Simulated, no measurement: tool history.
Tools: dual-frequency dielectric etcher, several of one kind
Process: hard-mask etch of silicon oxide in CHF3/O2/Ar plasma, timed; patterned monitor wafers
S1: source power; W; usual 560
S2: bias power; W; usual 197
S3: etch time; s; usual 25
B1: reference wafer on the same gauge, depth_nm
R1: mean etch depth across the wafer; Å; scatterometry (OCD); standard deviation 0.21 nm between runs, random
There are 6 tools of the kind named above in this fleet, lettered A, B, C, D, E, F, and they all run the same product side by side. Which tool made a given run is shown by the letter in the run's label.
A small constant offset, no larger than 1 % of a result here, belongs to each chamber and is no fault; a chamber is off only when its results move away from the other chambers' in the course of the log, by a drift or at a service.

{"run": "1B", "day": 0.162, "S1": 560, "S2": 197, "S3": 25, "B1": 54.871, "R1": 499.59}
{"run": "2E", "day": 0.379, "S1": 560, "S2": 197, "S3": 25, "B1": 54.902, "R1": 502.28}
{"run": "3D", "day": 0.75, "S1": 560, "S2": 197, "S3": 25, "B1": 54.949, "R1": 499.89}
{"run": "4F", "day": 1.021, "S1": 560, "S2": 197, "S3": 25, "B1": 54.85, "R1": 489.34}
{"run": "5C", "day": 1.258, "S1": 560, "S2": 235, "S3": 28, "B1": 54.907, "R1": 586.92}
{"run": "6A", "day": 1.617, "S1": 560, "S2": 235, "S3": 28, "B1": 54.89, "R1": 587.01}
{"run": "7D", "day": 1.838, "S1": 560, "S2": 235, "S3": 28, "B1": 54.952, "R1": 597.14}
{"run": "8C", "day": 2.154, "S1": 560, "S2": 235, "S3": 28, "B1": 54.898, "R1": 587.14}
{"run": "9B", "day": 2.521, "S1": 560, "S2": 235, "S3": 28, "B1": 54.899, "R1": 594.34}
{"run": "10A", "day": 2.842, "S1": 560, "S2": 235, "S3": 28, "B1": 54.9, "R1": 591.61}
{"run": "11E", "day": 3.133, "S1": 560, "S2": 197, "S3": 25, "B1": 54.876, "R1": 500.94}
{"run": "12F", "day": 3.35, "S1": 560, "S2": 197, "S3": 25, "B1": 54.91, "R1": 490.17}
{"run": "13F", "day": 3.696, "S1": 560, "S2": 197, "S3": 25, "B1": 54.892, "R1": 491.13}
{"run": "14E", "day": 4.054, "S1": 560, "S2": 197, "S3": 25, "B1": 54.925, "R1": 499.45}
{"day": 4.179, "done": "chamber E: wet clean of the chamber"}
{"run": "15A", "day": 4.271, "S1": 560, "S2": 197, "S3": 25, "B1": 54.908, "R1": 499.84}
{"day": 4.371, "done": "chamber A: wet clean of the chamber"}
{"run": "16D", "day": 4.45, "S1": 560, "S2": 197, "S3": 25, "B1": 54.953, "R1": 503.44}
{"run": "17B", "day": 4.683, "S1": 450, "S2": 224, "S3": 25, "B1": 54.915, "R1": 481.83}
{"run": "18C", "day": 5.017, "S1": 450, "S2": 224, "S3": 25, "B1": 54.894, "R1": 473.45}
{"run": "19D", "day": 5.208, "S1": 450, "S2": 224, "S3": 25, "B1": 54.921, "R1": 481.16}
{"run": "20C", "day": 5.388, "S1": 450, "S2": 224, "S3": 25, "B1": 54.923, "R1": 476.49}
{"run": "21F", "day": 5.562, "S1": 450, "S2": 224, "S3": 25, "B1": 54.926, "R1": 478.99}
{"run": "22B", "day": 5.733, "S1": 450, "S2": 224, "S3": 25, "B1": 54.905, "R1": 482.12}
{"run": "23E", "day": 6.017, "S1": 560, "S2": 197, "S3": 25, "B1": 54.926, "R1": 505.7}
{"run": "24A", "day": 6.179, "S1": 560, "S2": 197, "S3": 25, "B1": 54.895, "R1": 475.36}
{"run": "25A", "day": 6.367, "S1": 560, "S2": 197, "S3": 25, "B1": 54.956, "R1": 477.66}
{"run": "26F", "day": 6.608, "S1": 560, "S2": 197, "S3": 25, "B1": 54.904, "R1": 492.7}
{"run": "27C", "day": 6.779, "S1": 560, "S2": 197, "S3": 25, "B1": 54.889, "R1": 490.95}
{"run": "28B", "day": 7.029, "S1": 560, "S2": 197, "S3": 25, "B1": 54.948, "R1": 500.11}
{"run": "29E", "day": 7.267, "S1": 560, "S2": 197, "S3": 25, "B1": 54.938, "R1": 499.31}
{"run": "30D", "day": 7.592, "S1": 560, "S2": 197, "S3": 25, "B1": 54.885, "R1": 503.51}
{"run": "31E", "day": 7.821, "S1": 560, "S2": 197, "S3": 25, "B1": 54.922, "R1": 502.74}
{"run": "32F", "day": 8.008, "S1": 620, "S2": 197, "S3": 25, "B1": 54.848, "R1": 510.76}
{"day": 8.112, "done": "chamber D: wet clean of the chamber"}
{"run": "33A", "day": 8.271, "S1": 620, "S2": 197, "S3": 25, "B1": 54.872, "R1": 494.91}
{"run": "34C", "day": 8.5, "S1": 620, "S2": 197, "S3": 25, "B1": 54.912, "R1": 510.61}
{"run": "35B", "day": 8.817, "S1": 620, "S2": 197, "S3": 25, "B1": 54.875, "R1": 515.31}
{"run": "36D", "day": 9.083, "S1": 620, "S2": 197, "S3": 25, "B1": 54.894, "R1": 519.82}
{"run": "37C", "day": 9.288, "S1": 620, "S2": 197, "S3": 25, "B1": 54.956, "R1": 514.29}
{"run": "38D", "day": 9.454, "S1": 560, "S2": 197, "S3": 25, "B1": 54.89, "R1": 501.71}
{"run": "39F", "day": 9.658, "S1": 560, "S2": 197, "S3": 25, "B1": 54.872, "R1": 493.49}
{"run": "40E", "day": 9.825, "S1": 560, "S2": 197, "S3": 25, "B1": 54.885, "R1": 503.53}
{"run": "41B", "day": 10.025, "S1": 450, "S2": 197, "S3": 22.5, "B1": 54.849, "R1": 410.92}

All chambers now run identical settings, listed one chamber a line with results as question marks. What results will each chamber show?
{"run": "42A", "day": 10.292, "S1": 560, "S2": 197, "S3": 22, "R1": "?"}
{"run": "42B", "day": 10.292, "S1": 560, "S2": 197, "S3": 22, "R1": "?"}
{"run": "42C", "day": 10.292, "S1": 560, "S2": 197, "S3": 22, "R1": "?"}
{"run": "42D", "day": 10.292, "S1": 560, "S2": 197, "S3": 22, "R1": "?"}
{"run": "42E", "day": 10.292, "S1": 560, "S2": 197, "S3": 22, "R1": "?"}
{"run": "42F", "day": 10.292, "S1": 560, "S2": 197, "S3": 22, "R1": "?"}

run=42A R1=418.62
run=42B R1=438.34
run=42C R1=434.91
run=42D R1=441.61
run=42E R1=441.12
run=42F R1=432.94

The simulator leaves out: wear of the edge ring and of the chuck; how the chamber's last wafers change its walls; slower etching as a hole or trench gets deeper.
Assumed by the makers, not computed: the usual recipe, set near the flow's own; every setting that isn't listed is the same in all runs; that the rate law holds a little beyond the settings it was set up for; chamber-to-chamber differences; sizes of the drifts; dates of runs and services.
